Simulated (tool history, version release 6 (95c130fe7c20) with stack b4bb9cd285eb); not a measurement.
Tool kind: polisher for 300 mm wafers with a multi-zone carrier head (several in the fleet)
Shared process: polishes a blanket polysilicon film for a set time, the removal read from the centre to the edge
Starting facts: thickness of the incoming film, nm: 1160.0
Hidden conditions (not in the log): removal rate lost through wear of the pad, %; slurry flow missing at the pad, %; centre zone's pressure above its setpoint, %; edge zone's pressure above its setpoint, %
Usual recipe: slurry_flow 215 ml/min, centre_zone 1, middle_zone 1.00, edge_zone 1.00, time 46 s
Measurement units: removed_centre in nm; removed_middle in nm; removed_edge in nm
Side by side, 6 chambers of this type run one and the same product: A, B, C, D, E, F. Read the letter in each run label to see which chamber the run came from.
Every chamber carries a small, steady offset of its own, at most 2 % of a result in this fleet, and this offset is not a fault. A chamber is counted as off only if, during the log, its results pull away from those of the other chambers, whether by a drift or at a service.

run   hour  slurry_flow  centre_zone  middle_zone  edge_zone  time  wafers polished on this pad  hours since the slurry nozzle was cleaned  hours since the centre zone pressure was calibrated  hours since the edge zone pressure was calibrated  removed_centre  removed_middle  removed_edge
 1B    6.9          215            1         1.00       1.00    46                         1212                                      194.5                                               1097.9                                              593.0          406.03          398.81        410.04
      12.8  -- chamber D: worn pad replaced by a new one
      16.8  -- chamber B: slurry nozzle cleaned
 2C   17.2          215            1         1.00       1.00    46                          272                                      134.1                                                107.7                                               24.9          397.91          410.39        409.29
      23.9  -- chamber B: worn pad replaced by a new one
 3F   26.2          215            1         1.00       1.00    46                          557                                      502.5                                                403.7                                              167.9          407.15          410.18        399.09
      27.9  -- chamber F: slurry nozzle cleaned
 4D   36.7          215            1         1.00       1.00    46                          187                                      148.2                                               1202.9                                               60.4          402.66          400.56        411.10
      42.2  -- chamber B: centre zone pressure recalibrated
 5E   43.4          215            1         1.00       1.00    46                          433                                      364.6                                                446.1                                              294.8          402.86          402.08        405.24
 6A   53.1          215            1         1.00       1.00    46                          942                                      749.4                                                595.5                                              515.2          398.80          405.05        406.39
 7E   61.1          215            1         1.00       1.00    46                          572                                      382.3                                                463.8                                              312.5          399.66          410.34        393.67
      62.6  -- chamber E: slurry nozzle cleaned
      63.9  -- chamber F: worn pad replaced by a new one
      64.9  -- chamber A: worn pad replaced by a new one
 8B   73.2          215            1         1.00       1.00    46                          386                                       56.5                                                 31.1                                              659.3          399.34          402.00        399.77
      80.5  -- chamber E: worn pad replaced by a new one
 9A   82.5          215            1         1.00       1.00    46                          138                                      778.8                                                624.9                                              544.6          402.90          407.37        402.93
10C   88.6          215            1         1.00       1.00    46                          831                                      205.5                                                179.1                                               96.3          395.52          407.80        401.70
11F   97.0          215            1         1.00       1.00    46                          259                                       69.2                                                474.5                                              238.7          407.54          407.42        399.65
12D  103.4          215            1         1.09       1.00    60                          709                                      214.9                                               1269.6                                              127.1          529.56          558.61        504.99
     106.7  -- chamber D: centre zone pressure recalibrated
13C  110.7          215            1         1.09       1.00    60                         1004                                      227.6                                                201.2                                              118.4          521.48          578.63        540.30
14A  117.4          215            1         1.09       1.00    60                          411                                      813.7                                                659.8                                              579.5          518.46          573.51        523.16
15F  126.1          215            1         1.09       1.00    60                          487                                       98.3                                                503.6                                              267.8          531.41          572.12        540.58
     128.8  -- chamber A: slurry nozzle cleaned
16D  132.3          215            1         1.09       1.00    60                          935                                      243.8                                                 25.7                                              156.0          523.82          572.83        521.34
17E  141.0          215            1         1.09       1.00    60                          473                                       78.4                                                543.7                                              392.4          540.14          573.50        518.64
     152.1  -- chamber B: edge zone pressure recalibrated
18B  152.9          215            1         0.93       1.00    46                         1009                                      136.2                                                110.8                                                0.9          396.88          378.97        399.37
19C  159.1          215            1         0.93       1.00    46                         1382                                      276.0                                                249.6                                              166.8          394.34          374.22        403.74
     162.7  -- chamber D: worn pad replaced by a new one
     163.6  -- chamber F: worn pad replaced by a new one
     163.6  -- chamber E: worn pad replaced by a new one
20A  168.6          215            1         0.93       1.00    46                          811                                       39.9                                                711.0                                              630.7          402.02          380.35        403.51
     176.4  -- chamber C: worn pad replaced by a new one
21F  180.3          215            1         0.93       1.00    46                          130                                      152.5                                                557.8                                              322.0          402.47          380.31        407.49
     189.5  -- chamber A: worn pad replaced by a new one
22D  189.6          215            1         0.93       1.00    46                          210                                      301.1                                                 83.0                                              213.3          406.95          366.96        402.68
23E  201.5          215            1         0.93       1.00    46                          296                                      138.9                                                604.2                                              452.9          416.65          380.80        396.10
     204.2  -- chamber C: slurry nozzle cleaned
     206.8  -- chamber D: slurry nozzle cleaned
24B  208.7          215            1         1.00       1.00    46                         1446                                      192.0                                                166.6                                               56.7          403.67          404.16        407.62
25A  216.0          215            1         1.00       1.00    46                          207                                       87.3                                                758.4                                              678.1          406.12          406.04        401.47
     217.5  -- chamber B: worn pad replaced by a new one
26F  223.4          215            1         1.00       1.00    46                          468                                      195.6                                                600.9                                              365.1          413.05          407.72        409.49
     232.2  -- chamber B: slurry nozzle cleaned
27C  234.4          215            1         1.00       1.00    46                          453                                       30.2                                                324.9                                              242.1          400.90          409.51        404.79
28B  241.8          215            1         1.00       1.00    46                          190                                        9.6                                                199.7                                               89.8          402.89          397.38        408.92
     247.3  -- chamber E: worn pad replaced by a new one
29D  252.3          215            1         1.00       0.95    61                          701                                       45.6                                                145.7                                              276.0          536.92          534.47        536.37
     261.4  -- chamber F: worn pad replaced by a new one
30E  263.7          215            1         1.00       0.95    61                          128                                      201.1                                                666.4                                              515.1          570.41          533.97        523.66
31C  270.3          215            1         1.00       0.95    61                          734                                       66.1                                                360.8                                              278.0          528.83          549.09        526.68
32F  276.3          215            1         1.00       0.95    61                          117                                      248.5                                                653.8                                              418.0          539.16          539.79        513.22
33B  285.7          215            1         1.00       0.95    61                          534                                       53.5                                                243.6                                              133.7          529.88          535.36        516.83
34D  295.7          215            1         1.00       0.95    61                         1040                                       89.0                                                189.1                                              319.4          535.00          527.34        518.81
     298.1  -- chamber A: edge zone pressure recalibrated
35A  302.6          215            1         1.00       1.00    46                          885                                      173.9                                                845.0                                                4.5          401.88          401.46        406.23
     303.2  -- chamber D: worn pad replaced by a new one
36E  310.1          215            1         1.00       1.00    46                          491                                      247.5                                                712.8                                              561.5          435.22          409.97        407.20
37D  321.1          215            1         1.00       1.00    46                          140                                      114.4                                                214.5                                              344.8          402.31          399.62        403.18
38C  332.7          215            1         0.93       1.00    46                         1222                                      128.5                                                423.2                                              340.4          396.92          381.16        403.46
39F  344.7          215            1         0.93       1.00    46                          652                                      316.9                                                722.2                                              486.4          401.98          373.90        405.06

Decide between three cases: one chamber stands off from its peers, the gauge reading all wafers drifts, or nothing is wrong past each chamber's small offset. Where a chamber is off, say which and what most likely put it there.

Little by little, chamber E moves away from the other chambers.
Most likely cause: centre zone's pressure above its setpoint, % = 8.14.

Which of the 4 candidates below, each the usual settings with something changed and its results left as question marks, puts chamber E back in line with what the other chambers give on the usual settings?
Maximum distance from the other chambers' mean on the usual settings for a result to count as in line: removed_centre 9.40 nm; removed_middle 14.00 nm; removed_edge 19.00 nm
40E-1  354.0          215         1.03         1.00       0.99    46                                                                                                                                                                                               ?               ?             ?
40E-2  354.0          220         1.07         0.99       0.97    46                                                                                                                                                                                               ?               ?             ?
40E-3  354.0          215         0.97         1.00       1.01    46                                                                                                                                                                                               ?               ?             ?
40E-4  354.0          210         0.93         1.01       1.03    46                                                                                                                                                                                               ?               ?             ?

The mean the other chambers reach with the usual settings: removed_centre 402.24 nm; removed_middle 404.47 nm; removed_edge 404.39 nm
  run  removed_centre  removed_middle  removed_edge
40E-1          449.01          404.03        395.88
40E-2          469.76          401.47        392.67
40E-3          420.23          404.17        400.03
40E-4          399.65          406.66        403.16
40E-4 brings the chamber back in line.

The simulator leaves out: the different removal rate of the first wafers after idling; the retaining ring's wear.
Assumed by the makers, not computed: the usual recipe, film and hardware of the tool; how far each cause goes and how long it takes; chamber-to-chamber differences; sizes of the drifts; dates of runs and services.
